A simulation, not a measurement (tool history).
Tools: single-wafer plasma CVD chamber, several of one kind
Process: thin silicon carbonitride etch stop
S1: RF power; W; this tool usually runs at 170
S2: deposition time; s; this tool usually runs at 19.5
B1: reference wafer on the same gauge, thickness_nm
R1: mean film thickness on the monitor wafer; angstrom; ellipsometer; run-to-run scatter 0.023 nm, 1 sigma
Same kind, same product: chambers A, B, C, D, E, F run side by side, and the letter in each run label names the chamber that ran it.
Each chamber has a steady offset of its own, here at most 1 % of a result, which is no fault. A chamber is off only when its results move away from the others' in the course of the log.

run   hour   S1    S2      B1      R1
 1C    4.7  170  19.5  9.7979  105.64
 2D    9.9  170  19.5  9.8002  105.97
 3F   12.3  170  19.5  9.7954  105.63
 4B   15.8  170  19.5  9.7998  106.28
 5A   19.7  170  19.5   9.796  106.14
 6E     24  170  19.5  9.8078  106.31
 7F   26.8  170  19.5   9.795  105.67
 8D   31.9  170  19.5  9.8026  106.13
 9C   35.3  170  19.5  9.8007  105.76
10A   39.4  170  19.5  9.7979  106.64
11B   44.5  170  19.5  9.7994   106.1
12E     49  190  19.5  9.8009  110.27
13D   53.5  190  19.5  9.7983  109.72
14B   57.8  190  19.5  9.8063  109.77
15A   60.7  190  19.5  9.8003   109.6
16E   63.5  190  19.5  9.7995  109.67
17F   67.9  190  19.5  9.8045  109.28
18C   70.5  160  23.3  9.7964  124.33
19A   74.3  160  23.3   9.802  124.78
20D   77.6  160  23.3  9.8024  124.94
21B   81.9  160  23.3  9.8051   124.5
22E   85.1  160  23.3  9.8019  124.89
23C   89.7  160  23.3  9.7967  124.29
24F   94.2  170  19.5  9.8076  105.61
25D   98.6  170  19.5  9.8057  106.09
26E  102.2  155  17.7  9.8048  94.038
     102.4  -- chamber B: thermocouple changed; heater temperature recalibrated
27B  107.4  155  17.7  9.8031  93.959
28A  112.4  155  17.7  9.7985  93.778
29F  116.7  155  17.7  9.8015  93.798
30C  120.5  155  17.7  9.8012  93.034
31E  125.4  155  17.7  9.7978  93.883
32A  128.4  170  19.5  9.7973  105.56
33B  132.7  170  19.5  9.8011  106.04
34C  137.1  170  19.5  9.7967  105.69
35D  140.3  170  19.5  9.8022  106.19
36F  144.1  170  19.5  9.7998  105.71
37D  146.9  170  19.5  9.8026  106.13
38E  149.9  170  19.5  9.8037  106.04
39A  154.3  170  19.5  9.7953  105.72

The same settings go to every chamber for the next run, one line per chamber below. Forecast the results for each:
40A  158.1  170  17.7       ?
40B  158.1  170  17.7       ?
40C  158.1  170  17.7       ?
40D  158.1  170  17.7       ?
40E  158.1  170  17.7       ?
40F  158.1  170  17.7       ?

run      R1
40A  96.391
40B  95.883
40C  95.874
40D  95.931
40E  96.618
40F  95.984

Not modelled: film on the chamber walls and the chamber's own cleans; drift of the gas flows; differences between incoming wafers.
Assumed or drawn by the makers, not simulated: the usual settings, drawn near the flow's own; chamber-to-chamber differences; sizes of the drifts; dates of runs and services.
